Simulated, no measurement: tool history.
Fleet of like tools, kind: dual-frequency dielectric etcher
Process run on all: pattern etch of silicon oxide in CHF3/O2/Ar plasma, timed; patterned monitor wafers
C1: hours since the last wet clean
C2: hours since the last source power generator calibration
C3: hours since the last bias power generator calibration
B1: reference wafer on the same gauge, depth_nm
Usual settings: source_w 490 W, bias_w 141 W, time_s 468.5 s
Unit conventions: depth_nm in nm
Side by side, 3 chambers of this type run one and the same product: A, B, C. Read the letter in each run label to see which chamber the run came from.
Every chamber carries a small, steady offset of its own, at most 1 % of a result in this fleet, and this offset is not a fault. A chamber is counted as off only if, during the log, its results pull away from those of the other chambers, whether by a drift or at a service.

{"run": "1B", "day": 0.121, "source_w": 490, "bias_w": 141, "time_s": 468.5, "C1": 168.5, "C2": 1187, "C3": 1824.6, "B1": 862.93, "depth_nm": 795.68}
{"run": "2A", "day": 0.25, "source_w": 490, "bias_w": 141, "time_s": 468.5, "C1": 294.9, "C2": 2411.6, "C3": 2966.1, "B1": 863.12, "depth_nm": 793.99}
{"run": "3C", "day": 0.421, "source_w": 490, "bias_w": 141, "time_s": 468.5, "C1": 403.4, "C2": 1044.3, "C3": 1324.5, "B1": 863.55, "depth_nm": 793.61}
{"run": "4B", "day": 0.592, "source_w": 490, "bias_w": 141, "time_s": 468.5, "C1": 179.8, "C2": 1198.3, "C3": 1835.9, "B1": 863.5, "depth_nm": 797.93}
{"run": "5A", "day": 0.704, "source_w": 490, "bias_w": 141, "time_s": 468.5, "C1": 305.8, "C2": 2422.5, "C3": 2977, "B1": 863.79, "depth_nm": 794.32}
{"run": "6C", "day": 0.871, "source_w": 490, "bias_w": 141, "time_s": 468.5, "C1": 414.2, "C2": 1055.1, "C3": 1335.3, "B1": 863.61, "depth_nm": 795.79}
{"run": "7A", "day": 1.046, "source_w": 490, "bias_w": 141, "time_s": 364.5, "C1": 314, "C2": 2430.7, "C3": 2985.2, "B1": 864.09, "depth_nm": 618.29}
{"run": "8B", "day": 1.267, "source_w": 490, "bias_w": 141, "time_s": 364.5, "C1": 196, "C2": 1214.5, "C3": 1852.1, "B1": 864.36, "depth_nm": 621.63}
{"run": "9C", "day": 1.508, "source_w": 490, "bias_w": 141, "time_s": 364.5, "C1": 429.5, "C2": 1070.4, "C3": 1350.6, "B1": 864.39, "depth_nm": 617.63}
{"run": "10B", "day": 1.712, "source_w": 490, "bias_w": 141, "time_s": 468.5, "C1": 206.7, "C2": 1225.2, "C3": 1862.8, "B1": 864.5, "depth_nm": 798.7}
{"run": "11C", "day": 1.933, "source_w": 490, "bias_w": 162, "time_s": 468.5, "C1": 439.7, "C2": 1080.6, "C3": 1360.8, "B1": 864.52, "depth_nm": 832.92}
{"run": "12A", "day": 2.083, "source_w": 490, "bias_w": 162, "time_s": 468.5, "C1": 338.9, "C2": 2455.6, "C3": 3010.1, "B1": 864.81, "depth_nm": 832.58}
{"run": "13C", "day": 2.233, "source_w": 490, "bias_w": 162, "time_s": 468.5, "C1": 446.9, "C2": 1087.8, "C3": 1368, "B1": 865.27, "depth_nm": 831.52}
{"run": "14A", "day": 2.404, "source_w": 490, "bias_w": 141, "time_s": 468.5, "C1": 346.6, "C2": 2463.3, "C3": 3017.8, "B1": 865.1, "depth_nm": 794.66}
{"run": "15B", "day": 2.575, "source_w": 490, "bias_w": 141, "time_s": 468.5, "C1": 227.4, "C2": 1245.9, "C3": 1883.5, "B1": 865.21, "depth_nm": 799.5}
{"run": "16A", "day": 2.738, "source_w": 490, "bias_w": 141, "time_s": 468.5, "C1": 354.6, "C2": 2471.3, "C3": 3025.8, "B1": 865.41, "depth_nm": 794.12}
{"run": "17B", "day": 2.85, "source_w": 450, "bias_w": 122, "time_s": 468.5, "C1": 234, "C2": 1252.5, "C3": 1890.1, "B1": 865.22, "depth_nm": 738.22}
{"run": "18C", "day": 2.971, "source_w": 450, "bias_w": 122, "time_s": 468.5, "C1": 464.6, "C2": 1105.5, "C3": 1385.7, "B1": 865.53, "depth_nm": 737.78}
{"run": "19B", "day": 3.121, "source_w": 450, "bias_w": 122, "time_s": 468.5, "C1": 240.5, "C2": 1259, "C3": 1896.6, "B1": 865.72, "depth_nm": 738.69}
{"run": "20A", "day": 3.308, "source_w": 490, "bias_w": 141, "time_s": 468.5, "C1": 368.3, "C2": 2485, "C3": 3039.5, "B1": 866.08, "depth_nm": 797.47}
{"run": "21C", "day": 3.462, "source_w": 490, "bias_w": 141, "time_s": 468.5, "C1": 476.4, "C2": 1117.3, "C3": 1397.5, "B1": 865.65, "depth_nm": 796.5}
{"run": "22A", "day": 3.612, "source_w": 490, "bias_w": 141, "time_s": 468.5, "C1": 375.6, "C2": 2492.3, "C3": 3046.8, "B1": 866.56, "depth_nm": 796.36}
{"run": "23B", "day": 3.754, "source_w": 490, "bias_w": 141, "time_s": 468.5, "C1": 255.7, "C2": 1274.2, "C3": 1911.8, "B1": 866.28, "depth_nm": 800}
{"run": "24C", "day": 3.917, "source_w": 590, "bias_w": 141, "time_s": 389, "C1": 487.3, "C2": 1128.2, "C3": 1408.4, "B1": 866.3, "depth_nm": 708.99}
{"run": "25A", "day": 4.117, "source_w": 590, "bias_w": 141, "time_s": 389, "C1": 387.7, "C2": 2504.4, "C3": 3058.9, "B1": 866.5, "depth_nm": 712.72}
{"run": "26C", "day": 4.267, "source_w": 590, "bias_w": 141, "time_s": 389, "C1": 495.7, "C2": 1136.6, "C3": 1416.8, "B1": 866.8, "depth_nm": 711.22}
{"run": "27B", "day": 4.512, "source_w": 490, "bias_w": 141, "time_s": 468.5, "C1": 273.9, "C2": 1292.4, "C3": 1930, "B1": 866.98, "depth_nm": 800.63}
{"run": "28A", "day": 4.696, "source_w": 490, "bias_w": 141, "time_s": 468.5, "C1": 401.6, "C2": 2518.3, "C3": 3072.8, "B1": 867.24, "depth_nm": 796.14}
{"run": "29B", "day": 4.862, "source_w": 490, "bias_w": 141, "time_s": 468.5, "C1": 282.3, "C2": 1300.8, "C3": 1938.4, "B1": 866.95, "depth_nm": 802.91}
{"run": "30C", "day": 4.992, "source_w": 490, "bias_w": 141, "time_s": 468.5, "C1": 513.1, "C2": 1154, "C3": 1434.2, "B1": 867.4, "depth_nm": 796.67}
{"run": "31B", "day": 5.171, "source_w": 490, "bias_w": 141, "time_s": 468.5, "C1": 289.7, "C2": 1308.2, "C3": 1945.8, "B1": 867.69, "depth_nm": 801.02}
{"run": "32C", "day": 5.35, "source_w": 490, "bias_w": 141, "time_s": 468.5, "C1": 521.7, "C2": 1162.6, "C3": 1442.8, "B1": 867.74, "depth_nm": 798.81}
{"run": "33A", "day": 5.504, "source_w": 490, "bias_w": 141, "time_s": 468.5, "C1": 421, "C2": 2537.7, "C3": 3092.2, "B1": 867.5, "depth_nm": 800.45}
{"run": "34A", "day": 5.742, "source_w": 490, "bias_w": 141, "time_s": 468.5, "C1": 426.7, "C2": 2543.4, "C3": 3097.9, "B1": 867.91, "depth_nm": 799.96}
{"run": "35C", "day": 5.892, "source_w": 590, "bias_w": 141, "time_s": 427, "C1": 534.7, "C2": 1175.6, "C3": 1455.8, "B1": 867.91, "depth_nm": 781.45}
{"run": "36B", "day": 6.029, "source_w": 590, "bias_w": 141, "time_s": 427, "C1": 310.3, "C2": 1328.8, "C3": 1966.4, "B1": 868.12, "depth_nm": 785.71}
{"run": "37A", "day": 6.275, "source_w": 590, "bias_w": 141, "time_s": 427, "C1": 439.5, "C2": 2556.2, "C3": 3110.7, "B1": 868.54, "depth_nm": 781.53}

Has any chamber moved away from the others, gradually or after a service, or does the common gauge drift, or do the chambers differ only by their own small steady offsets? State the chamber and the most likely cause if one applies.

It is the gauge, not a chamber: its drift shows up in every chamber's results at once, and no chamber is off.
Cause: gauge reads high (%) = 0.652.
